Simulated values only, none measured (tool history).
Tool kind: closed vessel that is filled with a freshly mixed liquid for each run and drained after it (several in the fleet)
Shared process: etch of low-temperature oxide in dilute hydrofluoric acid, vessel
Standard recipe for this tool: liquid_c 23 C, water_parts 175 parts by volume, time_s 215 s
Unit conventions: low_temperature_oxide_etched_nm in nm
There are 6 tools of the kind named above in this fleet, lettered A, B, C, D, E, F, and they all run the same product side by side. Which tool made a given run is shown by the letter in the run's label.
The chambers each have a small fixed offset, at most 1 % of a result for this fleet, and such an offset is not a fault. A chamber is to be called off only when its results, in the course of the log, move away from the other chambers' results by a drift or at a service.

| run | hour | liquid_c | water_parts | time_s | read-back film thickness of the low-temperature oxide reference wafer, read on the same gauge (nm) | low_temperature_oxide_etched_nm |
|---|---|---|---|---|---|---|
| 1C | 4.8 | 23 | 175 | 215 | 69.977 | 17.363 |
| 2B | 10.2 | 23 | 175 | 215 | 70.032 | 17.541 |
| 3D | 15.9 | 23 | 175 | 215 | 69.986 | 17.474 |
| 4E | 21.8 | 23 | 175 | 215 | 70.002 | 17.617 |
| 5F | 29.4 | 23 | 175 | 215 | 70.007 | 17.193 |
| 6A | 33.7 | 23 | 175 | 215 | 69.999 | 17.555 |
| 7E | 41.2 | 23 | 175 | 215 | 70.031 | 17.617 |
| 8B | 47.1 | 23 | 175 | 215 | 70.007 | 17.533 |
| 9A | 54.7 | 23 | 175 | 215 | 70.001 | 17.359 |
| 10F | 62.2 | 26 | 175 | 170 | 69.979 | 15.363 |
| 11C | 65.6 | 26 | 175 | 170 | 69.971 | 15.509 |
| 12D | 70 | 26 | 175 | 170 | 70.015 | 15.375 |
| 13C | 76 | 26 | 175 | 170 | 70.017 | 15.368 |
| 14E | 79.7 | 26 | 175 | 170 | 70 | 15.505 |
| 15F | 84.8 | 26 | 175 | 170 | 69.985 | 15.395 |
| 16B | 90.8 | 23 | 175 | 215 | 70.01 | 17.49 |
| 17A | 97 | 23 | 175 | 215 | 69.986 | 17.546 |
| 18D | 104.4 | 23 | 175 | 215 | 70.008 | 17.398 |
| 19D | 108.7 | 23 | 135 | 215 | 69.99 | 23.807 |
| 20B | 115.8 | 23 | 135 | 215 | 69.978 | 23.81 |
| 21A | 122 | 23 | 135 | 215 | 70.008 | 23.469 |
| 22F | 127.6 | 23 | 135 | 215 | 69.981 | 23.523 |
| 23E | 132.6 | 23 | 135 | 215 | 70.003 | 23.77 |
| 24C | 139.4 | 23 | 135 | 215 | 70.006 | 23.398 |
|  | 142.1 | chamber B: hydrofluoric acid flow meter replaced |
| 25F | 144.6 | 18 | 175 | 325 | 70.039 | 21.584 |
| 26D | 148.2 | 18 | 175 | 325 | 70.053 | 21.771 |
| 27E | 155 | 18 | 175 | 325 | 69.976 | 21.791 |
| 28C | 158.4 | 18 | 175 | 325 | 69.987 | 21.701 |
| 29A | 164.6 | 18 | 175 | 325 | 70.026 | 21.725 |
| 30B | 172 | 18 | 175 | 325 | 70.003 | 21.686 |
| 31E | 177.5 | 23 | 175 | 215 | 69.959 | 17.632 |
| 32B | 182 | 23 | 175 | 215 | 69.998 | 17.475 |
| 33C | 187.6 | 23 | 235 | 215 | 69.998 | 12.263 |
| 34D | 192 | 23 | 235 | 215 | 69.989 | 12.136 |
| 35A | 199.4 | 23 | 235 | 215 | 69.971 | 12.268 |
| 36F | 205.9 | 23 | 235 | 215 | 70.013 | 12.139 |
|  | 208.6 | chamber A: hydrofluoric acid flow meter replaced |
| 37B | 209.2 | 23 | 235 | 215 | 70.034 | 12.272 |
| 38A | 212.8 | 23 | 235 | 215 | 69.974 | 12.338 |
| 39C | 216.9 | 26.5 | 175 | 215 | 70.018 | 19.747 |
| 40E | 220.8 | 26.5 | 175 | 215 | 70.02 | 19.968 |
| 41F | 225.9 | 26.5 | 175 | 215 | 69.998 | 19.857 |

Next, every chamber runs the same settings. What will each give?
| 42A | 231.4 | 23 | 175 | 315 |  | ? |
| 42B | 231.4 | 23 | 175 | 315 |  | ? |
| 42C | 231.4 | 23 | 175 | 315 |  | ? |
| 42D | 231.4 | 23 | 175 | 315 |  | ? |
| 42E | 231.4 | 23 | 175 | 315 |  | ? |
| 42F | 231.4 | 23 | 175 | 315 |  | ? |

| run | low_temperature_oxide_etched_nm |
|---|---|
| 42A | 25.522 |
| 42B | 25.661 |
| 42C | 25.496 |
| 42D | 25.425 |
| 42E | 25.792 |
| 42F | 25.609 |
